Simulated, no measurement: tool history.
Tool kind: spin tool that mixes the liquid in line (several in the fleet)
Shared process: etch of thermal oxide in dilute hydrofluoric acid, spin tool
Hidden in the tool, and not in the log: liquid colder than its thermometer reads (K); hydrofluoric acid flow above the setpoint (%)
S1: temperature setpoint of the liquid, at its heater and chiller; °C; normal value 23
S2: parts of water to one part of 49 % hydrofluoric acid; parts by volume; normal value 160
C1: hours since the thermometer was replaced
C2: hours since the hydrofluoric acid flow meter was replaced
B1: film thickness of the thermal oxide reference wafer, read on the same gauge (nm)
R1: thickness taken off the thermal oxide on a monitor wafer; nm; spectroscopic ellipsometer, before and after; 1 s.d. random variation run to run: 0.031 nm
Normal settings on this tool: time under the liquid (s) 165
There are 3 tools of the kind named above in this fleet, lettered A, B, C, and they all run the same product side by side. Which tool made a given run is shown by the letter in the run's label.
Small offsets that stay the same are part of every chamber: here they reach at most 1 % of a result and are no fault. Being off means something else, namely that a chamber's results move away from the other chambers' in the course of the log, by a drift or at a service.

{"run": "1B", "hour": 10.7, "S1": 23, "S2": 160, "time under the liquid (s)": 165, "C1": 709.4, "C2": 1053.9, "B1": 119.99, "R1": 4.1845}
{"run": "2C", "hour": 22.1, "S1": 23, "S2": 160, "time under the liquid (s)": 165, "C1": 197.5, "C2": 732, "B1": 120, "R1": 4.2719}
{"hour": 27.2, "done": "chamber A: hydrofluoric acid flow meter replaced"}
{"run": "3A", "hour": 31.1, "S1": 23, "S2": 160, "time under the liquid (s)": 165, "C1": 2493.4, "C2": 4, "B1": 119.99, "R1": 4.2347}
{"run": "4A", "hour": 43.1, "S1": 23, "S2": 160, "time under the liquid (s)": 165, "C1": 2505.4, "C2": 16, "B1": 120.02, "R1": 4.2387}
{"run": "5B", "hour": 51.7, "S1": 23, "S2": 160, "time under the liquid (s)": 165, "C1": 750.4, "C2": 1094.9, "B1": 120.01, "R1": 4.241}
{"run": "6C", "hour": 66.0, "S1": 23, "S2": 160, "time under the liquid (s)": 165, "C1": 241.4, "C2": 775.9, "B1": 120.01, "R1": 4.2939}
{"run": "7A", "hour": 76.4, "S1": 23, "S2": 130, "time under the liquid (s)": 165, "C1": 2538.7, "C2": 49.3, "B1": 120.03, "R1": 5.4002}
{"run": "8B", "hour": 91.1, "S1": 23, "S2": 130, "time under the liquid (s)": 165, "C1": 789.8, "C2": 1134.3, "B1": 119.99, "R1": 5.4332}
{"run": "9C", "hour": 98.8, "S1": 23, "S2": 130, "time under the liquid (s)": 165, "C1": 274.2, "C2": 808.7, "B1": 120, "R1": 5.4}
{"run": "10C", "hour": 109.8, "S1": 23, "S2": 160, "time under the liquid (s)": 165, "C1": 285.2, "C2": 819.7, "B1": 120.03, "R1": 4.2706}
{"hour": 111.5, "done": "chamber A: thermometer replaced"}
{"run": "11A", "hour": 124.3, "S1": 23, "S2": 160, "time under the liquid (s)": 165, "C1": 12.9, "C2": 97.2, "B1": 119.99, "R1": 4.2996}
{"run": "12B", "hour": 134.4, "S1": 27.5, "S2": 160, "time under the liquid (s)": 205, "C1": 833.1, "C2": 1177.6, "B1": 119.99, "R1": 6.2334}
{"run": "13B", "hour": 149.3, "S1": 27.5, "S2": 160, "time under the liquid (s)": 205, "C1": 848, "C2": 1192.5, "B1": 119.98, "R1": 6.2148}
{"run": "14C", "hour": 157.3, "S1": 27.5, "S2": 160, "time under the liquid (s)": 205, "C1": 332.7, "C2": 867.2, "B1": 119.98, "R1": 6.3259}
{"run": "15A", "hour": 169.1, "S1": 23, "S2": 160, "time under the liquid (s)": 165, "C1": 57.7, "C2": 142, "B1": 119.98, "R1": 4.2353}
{"run": "16C", "hour": 184.2, "S1": 23, "S2": 160, "time under the liquid (s)": 195, "C1": 359.6, "C2": 894.1, "B1": 120, "R1": 4.9978}
{"run": "17A", "hour": 191.8, "S1": 23, "S2": 160, "time under the liquid (s)": 195, "C1": 80.4, "C2": 164.7, "B1": 119.99, "R1": 4.9883}
{"run": "18B", "hour": 199.1, "S1": 23, "S2": 160, "time under the liquid (s)": 195, "C1": 897.8, "C2": 1242.3, "B1": 120, "R1": 4.9973}
{"run": "19A", "hour": 212.6, "S1": 20.5, "S2": 190, "time under the liquid (s)": 165, "C1": 101.2, "C2": 185.5, "B1": 120, "R1": 3.0957}
{"run": "20C", "hour": 225.1, "S1": 20.5, "S2": 190, "time under the liquid (s)": 165, "C1": 400.5, "C2": 935, "B1": 120, "R1": 3.0968}
{"run": "21B", "hour": 237.2, "S1": 20.5, "S2": 190, "time under the liquid (s)": 165, "C1": 935.9, "C2": 1280.4, "B1": 120.01, "R1": 3.0978}
{"run": "22A", "hour": 244.0, "S1": 23, "S2": 160, "time under the liquid (s)": 165, "C1": 132.6, "C2": 216.9, "B1": 119.98, "R1": 4.2234}
{"run": "23C", "hour": 258.4, "S1": 27.5, "S2": 160, "time under the liquid (s)": 250, "C1": 433.8, "C2": 968.3, "B1": 120.01, "R1": 7.5164}
{"run": "24B", "hour": 268.3, "S1": 27.5, "S2": 160, "time under the liquid (s)": 250, "C1": 967, "C2": 1311.5, "B1": 119.99, "R1": 7.6331}
{"run": "25C", "hour": 281.0, "S1": 27.5, "S2": 160, "time under the liquid (s)": 250, "C1": 456.4, "C2": 990.9, "B1": 120.01, "R1": 7.4267}
{"run": "26A", "hour": 293.2, "S1": 23, "S2": 160, "time under the liquid (s)": 165, "C1": 181.8, "C2": 266.1, "B1": 120.02, "R1": 4.2862}
{"run": "27B", "hour": 303.7, "S1": 23, "S2": 205, "time under the liquid (s)": 165, "C1": 1002.4, "C2": 1346.9, "B1": 119.99, "R1": 3.1345}
{"run": "28A", "hour": 317.1, "S1": 23, "S2": 205, "time under the liquid (s)": 165, "C1": 205.7, "C2": 290, "B1": 120.01, "R1": 3.1407}
{"run": "29B", "hour": 331.6, "S1": 23, "S2": 205, "time under the liquid (s)": 165, "C1": 1030.3, "C2": 1374.8, "B1": 120.01, "R1": 3.1168}
{"run": "30C", "hour": 341.7, "S1": 23, "S2": 160, "time under the liquid (s)": 165, "C1": 517.1, "C2": 1051.6, "B1": 119.99, "R1": 4.1561}
{"run": "31B", "hour": 353.5, "S1": 23, "S2": 160, "time under the liquid (s)": 165, "C1": 1052.2, "C2": 1396.7, "B1": 119.98, "R1": 4.2738}
{"run": "32A", "hour": 364.1, "S1": 24.5, "S2": 160, "time under the liquid (s)": 165, "C1": 252.7, "C2": 337, "B1": 120, "R1": 4.4925}
{"run": "33C", "hour": 372.8, "S1": 24.5, "S2": 160, "time under the liquid (s)": 165, "C1": 548.2, "C2": 1082.7, "B1": 119.99, "R1": 4.2922}
{"run": "34C", "hour": 386.0, "S1": 24.5, "S2": 160, "time under the liquid (s)": 165, "C1": 561.4, "C2": 1095.9, "B1": 119.99, "R1": 4.2798}
{"run": "35B", "hour": 395.5, "S1": 23, "S2": 160, "time under the liquid (s)": 165, "C1": 1094.2, "C2": 1438.7, "B1": 120, "R1": 4.2361}
{"run": "36A", "hour": 407.2, "S1": 23, "S2": 160, "time under the liquid (s)": 165, "C1": 295.8, "C2": 380.1, "B1": 120.03, "R1": 4.2249}
{"run": "37A", "hour": 414.6, "S1": 23, "S2": 160, "time under the liquid (s)": 165, "C1": 303.2, "C2": 387.5, "B1": 119.99, "R1": 4.2381}
{"run": "38C", "hour": 427.2, "S1": 23, "S2": 160, "time under the liquid (s)": 165, "C1": 602.6, "C2": 1137.1, "B1": 120, "R1": 3.9911}
{"run": "39B", "hour": 440.9, "S1": 23, "S2": 160, "time under the liquid (s)": 165, "C1": 1139.6, "C2": 1484.1, "B1": 119.98, "R1": 4.2056}
{"run": "40B", "hour": 455.0, "S1": 23, "S2": 160, "time under the liquid (s)": 165, "C1": 1153.7, "C2": 1498.2, "B1": 120.01, "R1": 4.1609}
{"run": "41A", "hour": 469.1, "S1": 23, "S2": 160, "time under the liquid (s)": 165, "C1": 357.7, "C2": 442, "B1": 120, "R1": 4.1976}
{"run": "42C", "hour": 480.8, "S1": 23, "S2": 105, "time under the liquid (s)": 195, "C1": 656.2, "C2": 1190.7, "B1": 120, "R1": 7.5455}
{"run": "43B", "hour": 488.7, "S1": 23, "S2": 105, "time under the liquid (s)": 195, "C1": 1187.4, "C2": 1531.9, "B1": 120, "R1": 8.1846}
{"run": "44C", "hour": 496.0, "S1": 23, "S2": 105, "time under the liquid (s)": 195, "C1": 671.4, "C2": 1205.9, "B1": 120.02, "R1": 7.5224}

All 3 chambers run these settings next. Forecast each chamber's results:
{"run": "45A", "hour": 506.9, "S1": 23, "S2": 160, "time under the liquid (s)": 80, "R1": "?"}
{"run": "45B", "hour": 506.9, "S1": 23, "S2": 160, "time under the liquid (s)": 80, "R1": "?"}
{"run": "45C", "hour": 506.9, "S1": 23, "S2": 160, "time under the liquid (s)": 80, "R1": "?"}

run=45A R1=2.063
run=45B R1=2.0444
run=45C R1=1.9241
